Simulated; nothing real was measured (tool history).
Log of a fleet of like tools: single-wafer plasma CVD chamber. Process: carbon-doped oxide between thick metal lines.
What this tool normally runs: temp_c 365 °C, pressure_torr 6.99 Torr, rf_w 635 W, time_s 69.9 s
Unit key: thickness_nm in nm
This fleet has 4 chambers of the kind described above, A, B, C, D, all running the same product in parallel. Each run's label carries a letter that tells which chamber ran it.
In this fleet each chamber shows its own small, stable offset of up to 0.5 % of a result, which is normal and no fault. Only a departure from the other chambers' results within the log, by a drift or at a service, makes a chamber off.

run,hour,temp_c,pressure_torr,rf_w,time_s,hours since the last thermocouple change,hours since the last RF generator calibration,hours since the last manometer calibration,"read-back reference wafer on the same gauge, thickness_nm",thickness_nm
1A,3.3,365,6.99,635,69.9,1117.1,2039.1,312.7,416.23,409.57
2C,7.0,365,6.99,635,69.9,567.2,737.1,312.2,416.07,408.91
3B,9.5,365,6.99,635,69.9,316.2,1900.9,172.3,416.14,407.04
4D,14.3,365,6.99,635,69.9,860.4,353.8,351.1,415.76,410.77
5A,18.0,358,6.99,570,69.9,1131.8,2053.8,327.4,416.21,392.90
6C,20.8,358,6.99,570,69.9,581.0,750.9,326.0,415.89,391.31
7B,24.2,358,6.99,570,69.9,330.9,1915.6,187.0,415.79,388.48
# hour 25.5: chamber A: RF generator calibrated
8D,29.6,358,6.99,570,69.9,875.7,369.1,366.4,415.85,392.33
9B,34.9,365,6.99,635,69.9,341.6,1926.3,197.7,415.75,408.52
10D,40.3,365,6.99,635,69.9,886.4,379.8,377.1,415.86,409.84
11A,42.9,365,6.99,635,69.9,1156.7,17.5,352.3,415.90,409.86
12C,46.4,365,6.99,635,69.9,606.6,776.5,351.6,415.85,406.89
13B,50.4,365,6.99,720,69.9,357.1,1941.8,213.2,416.13,437.65
14D,54.2,365,6.99,720,69.9,900.3,393.7,391.0,416.02,445.59
15A,59.2,365,6.99,720,69.9,1173.0,33.8,368.6,416.03,441.58
16C,61.8,365,6.99,720,69.9,622.0,791.9,367.0,415.79,434.01
17C,65.7,365,6.99,635,69.9,625.9,795.8,370.9,416.27,408.39
18B,68.2,365,6.99,635,69.9,374.9,1959.6,231.0,416.31,405.90
19D,70.7,365,6.99,635,69.9,916.8,410.2,407.5,416.23,410.90
20A,75.5,365,6.99,635,69.9,1189.3,50.1,384.9,416.15,411.28
21B,80.6,365,6.99,635,69.9,387.3,1972.0,243.4,415.62,408.26
22D,83.9,365,6.47,635,56.6,930.0,423.4,420.7,415.96,332.11
23A,86.7,365,6.47,635,56.6,1200.5,61.3,396.1,416.21,330.11
24C,91.3,365,6.47,635,56.6,651.5,821.4,396.5,415.70,327.73
25C,95.9,365,6.47,635,56.6,656.1,826.0,401.1,415.86,324.20
26A,101.3,365,6.99,635,69.9,1215.1,75.9,410.7,416.35,410.50
27D,105.9,365,6.99,635,69.9,952.0,445.4,442.7,416.07,408.40
28B,109.6,365,6.99,635,69.9,416.3,2001.0,272.4,416.18,406.74
29A,112.7,365,6.99,635,69.9,1226.5,87.3,422.1,416.08,410.60
30C,116.7,365,6.99,635,69.9,676.9,846.8,421.9,415.87,400.86
31D,119.6,365,5.50,635,69.9,965.7,459.1,456.4,415.87,400.94
32B,124.0,365,5.50,635,69.9,430.7,2015.4,286.8,416.12,397.35
33A,128.2,365,5.50,635,69.9,1242.0,102.8,437.6,415.90,399.96
34B,131.2,365,5.50,635,69.9,437.9,2022.6,294.0,416.03,396.56
35D,133.8,365,6.99,635,69.9,979.9,473.3,470.6,416.02,409.96
36C,137.0,365,5.96,635,77.6,697.2,867.1,442.2,415.83,437.30
37C,141.2,365,5.96,635,77.6,701.4,871.3,446.4,416.44,433.19
38A,144.1,365,5.96,635,77.6,1257.9,118.7,453.5,416.32,448.86
39D,148.9,365,5.96,635,77.6,995.0,488.4,485.7,415.93,449.67
40B,153.6,365,6.99,635,69.9,460.3,2045.0,316.4,415.98,406.90
41A,156.9,365,6.99,635,69.9,1270.7,131.5,466.3,416.02,410.22

One chamber off, gauge drift, or nothing amiss beyond the chambers' own small offsets? If it is a chamber, which one, and what is the likeliest cause?

It is chamber C that slowly wanders off from its peers.
What lies behind it: delivered RF power below the setpoint (%) = 6.67.

Chamber C could run next with any of the 4 candidate recipes listed below; each alters the usual settings, and their results appear as question marks. Which one brings its results back in line with what the other chambers deliver on the usual settings?
To be in line, a result may differ from the other chambers' mean on the usual settings by at most: thickness_nm 5.90 nm
42C-1,160.9,365,6.99,715,69.9,,,,,?
42C-2,160.9,365,6.99,635,64.7,,,,,?
42C-3,160.9,365,6.90,590,69.9,,,,,?
42C-4,160.9,365,6.99,635,72.7,,,,,?

The other chambers' mean on the usual settings: thickness_nm 409.55 nm
run,thickness_nm
42C-1,421.86
42C-2,364.85
42C-3,377.16
42C-4,409.59
The right change is 42C-4: it brings the chamber back within the allowed miss of the others.

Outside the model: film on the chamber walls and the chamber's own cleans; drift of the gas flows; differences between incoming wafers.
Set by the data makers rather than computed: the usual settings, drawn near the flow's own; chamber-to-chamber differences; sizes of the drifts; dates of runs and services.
